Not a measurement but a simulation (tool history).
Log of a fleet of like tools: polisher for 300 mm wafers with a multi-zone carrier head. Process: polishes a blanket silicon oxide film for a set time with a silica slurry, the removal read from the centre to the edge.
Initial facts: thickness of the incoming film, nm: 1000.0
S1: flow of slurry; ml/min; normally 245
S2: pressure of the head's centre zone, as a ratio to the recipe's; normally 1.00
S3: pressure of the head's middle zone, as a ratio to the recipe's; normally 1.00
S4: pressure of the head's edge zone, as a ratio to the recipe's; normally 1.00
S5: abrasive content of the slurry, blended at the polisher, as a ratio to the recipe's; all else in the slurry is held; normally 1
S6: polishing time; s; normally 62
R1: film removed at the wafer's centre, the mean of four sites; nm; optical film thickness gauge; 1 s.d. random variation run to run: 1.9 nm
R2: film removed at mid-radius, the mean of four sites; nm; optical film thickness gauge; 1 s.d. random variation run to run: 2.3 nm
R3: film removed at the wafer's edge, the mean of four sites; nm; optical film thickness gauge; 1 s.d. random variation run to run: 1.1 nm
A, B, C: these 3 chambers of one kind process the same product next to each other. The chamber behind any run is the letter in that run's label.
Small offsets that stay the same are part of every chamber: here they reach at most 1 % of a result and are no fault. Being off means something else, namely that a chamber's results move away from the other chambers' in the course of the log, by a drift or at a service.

-- day=0.008 chamber A: worn pad replaced by a new one
run 1B day=0.196 | S1=245 S2=1.00 S3=1.00 S4=1.00 S5=1 S6=62 | R1=154.81 R2=152.94 R3=157.23
-- day=0.279 chamber C: worn pad replaced by a new one
run 2C day=0.329 | S1=245 S2=1.00 S3=1.00 S4=1.00 S5=1 S6=62 | R1=155.10 R2=154.44 R3=156.24
-- day=0.433 chamber B: worn pad replaced by a new one
run 3A day=0.521 | S1=245 S2=1.00 S3=1.00 S4=1.00 S5=1 S6=62 | R1=155.89 R2=154.24 R3=157.61
run 4B day=0.746 | S1=245 S2=1.00 S3=1.00 S4=1.00 S5=1 S6=62 | R1=155.59 R2=157.13 R3=157.06
run 5A day=0.929 | S1=245 S2=1.00 S3=1.00 S4=1.00 S5=1 S6=62 | R1=155.24 R2=153.04 R3=155.93
run 6C day=1.100 | S1=245 S2=1.00 S3=1.00 S4=1.00 S5=1 S6=62 | R1=153.63 R2=153.57 R3=156.82
run 7B day=1.250 | S1=245 S2=1.00 S3=1.00 S4=1.00 S5=1 S6=62 | R1=155.04 R2=153.19 R3=157.43
run 8A day=1.358 | S1=245 S2=1.04 S3=1.00 S4=1.00 S5=1 S6=82 | R1=213.54 R2=200.87 R3=204.91
run 9C day=1.542 | S1=245 S2=1.04 S3=1.00 S4=1.00 S5=1 S6=82 | R1=212.10 R2=203.18 R3=207.75
run 10B day=1.650 | S1=245 S2=1.04 S3=1.00 S4=1.00 S5=1 S6=82 | R1=217.64 R2=209.16 R3=206.87
-- day=1.804 chamber A: edge zone pressure recalibrated
run 11A day=1.871 | S1=245 S2=1.00 S3=1.00 S4=1.00 S5=1 S6=62 | R1=152.90 R2=155.74 R3=154.74
run 12C day=1.996 | S1=245 S2=1.00 S3=1.00 S4=1.00 S5=1 S6=62 | R1=155.07 R2=158.70 R3=156.54
-- day=2.017 chamber B: centre zone pressure recalibrated
run 13A day=2.196 | S1=245 S2=1.00 S3=1.00 S4=1.00 S5=1 S6=62 | R1=154.86 R2=152.27 R3=156.87
-- day=2.292 chamber B: worn pad replaced by a new one
run 14B day=2.317 | S1=245 S2=1.00 S3=1.00 S4=1.09 S5=1 S6=62 | R1=155.93 R2=149.99 R3=163.58
run 15C day=2.542 | S1=245 S2=1.00 S3=1.00 S4=1.09 S5=1 S6=62 | R1=154.70 R2=155.07 R3=164.12
-- day=2.600 chamber A: worn pad replaced by a new one
run 16A day=2.692 | S1=245 S2=1.00 S3=1.00 S4=1.09 S5=1 S6=62 | R1=156.95 R2=155.34 R3=164.76
run 17B day=2.900 | S1=245 S2=1.00 S3=1.00 S4=1.00 S5=1 S6=62 | R1=151.40 R2=153.86 R3=154.89
-- day=3.133 chamber C: worn pad replaced by a new one
run 18C day=3.138 | S1=245 S2=1.00 S3=1.00 S4=1.00 S5=1 S6=62 | R1=155.82 R2=154.70 R3=155.37
run 19B day=3.342 | S1=245 S2=1.00 S3=1.00 S4=1.00 S5=1 S6=62 | R1=153.72 R2=149.34 R3=155.24
run 20C day=3.558 | S1=245 S2=1.00 S3=1.00 S4=1.00 S5=1 S6=62 | R1=153.95 R2=151.63 R3=158.71
run 21A day=3.679 | S1=245 S2=1.00 S3=1.00 S4=1.00 S5=1 S6=62 | R1=158.25 R2=155.94 R3=155.31
run 22B day=3.808 | S1=245 S2=1.00 S3=1.00 S4=1.00 S5=1 S6=62 | R1=150.57 R2=149.35 R3=153.07
run 23C day=4.000 | S1=245 S2=1.00 S3=1.00 S4=1.00 S5=1 S6=62 | R1=153.40 R2=156.79 R3=157.33
-- day=4.171 chamber B: worn pad replaced by a new one
run 24A day=4.179 | S1=245 S2=1.00 S3=1.00 S4=1.00 S5=1 S6=62 | R1=151.81 R2=152.50 R3=156.98
run 25C day=4.358 | S1=245 S2=1.00 S3=1.00 S4=1.00 S5=1 S6=62 | R1=153.28 R2=157.62 R3=156.86
run 26A day=4.471 | S1=245 S2=1.00 S3=1.00 S4=1.00 S5=1 S6=62 | R1=157.09 R2=151.80 R3=155.01
run 27B day=4.600 | S1=245 S2=1.00 S3=1.00 S4=1.00 S5=1 S6=62 | R1=146.71 R2=148.68 R3=151.23
run 28B day=4.771 | S1=245 S2=1.00 S3=1.00 S4=1.00 S5=1 S6=62 | R1=152.54 R2=148.02 R3=151.01
run 29A day=4.900 | S1=245 S2=1.00 S3=1.00 S4=1.00 S5=1 S6=62 | R1=154.48 R2=155.52 R3=154.69
run 30C day=5.021 | S1=245 S2=1.00 S3=1.00 S4=1.00 S5=1 S6=62 | R1=157.72 R2=155.34 R3=156.79
run 31B day=5.258 | S1=245 S2=1.00 S3=0.91 S4=1.00 S5=1 S6=62 | R1=144.59 R2=135.42 R3=152.00
run 32C day=5.400 | S1=245 S2=1.00 S3=0.91 S4=1.00 S5=1 S6=62 | R1=151.99 R2=143.85 R3=157.95

For the next run the whole fleet of 3 chambers uses the same settings. Give each chamber's results:
run 33A day=5.575 | S1=290 S2=1.00 S3=1.00 S4=1.00 S5=1 S6=62 | R1=? R2=? R3=?
run 33B day=5.575 | S1=290 S2=1.00 S3=1.00 S4=1.00 S5=1 S6=62 | R1=? R2=? R3=?
run 33C day=5.575 | S1=290 S2=1.00 S3=1.00 S4=1.00 S5=1 S6=62 | R1=? R2=? R3=?

run=33A R1=160.51 R2=159.52 R3=156.81
run=33B R1=147.59 R2=150.32 R3=152.35
run=33C R1=157.72 R2=160.58 R3=160.47
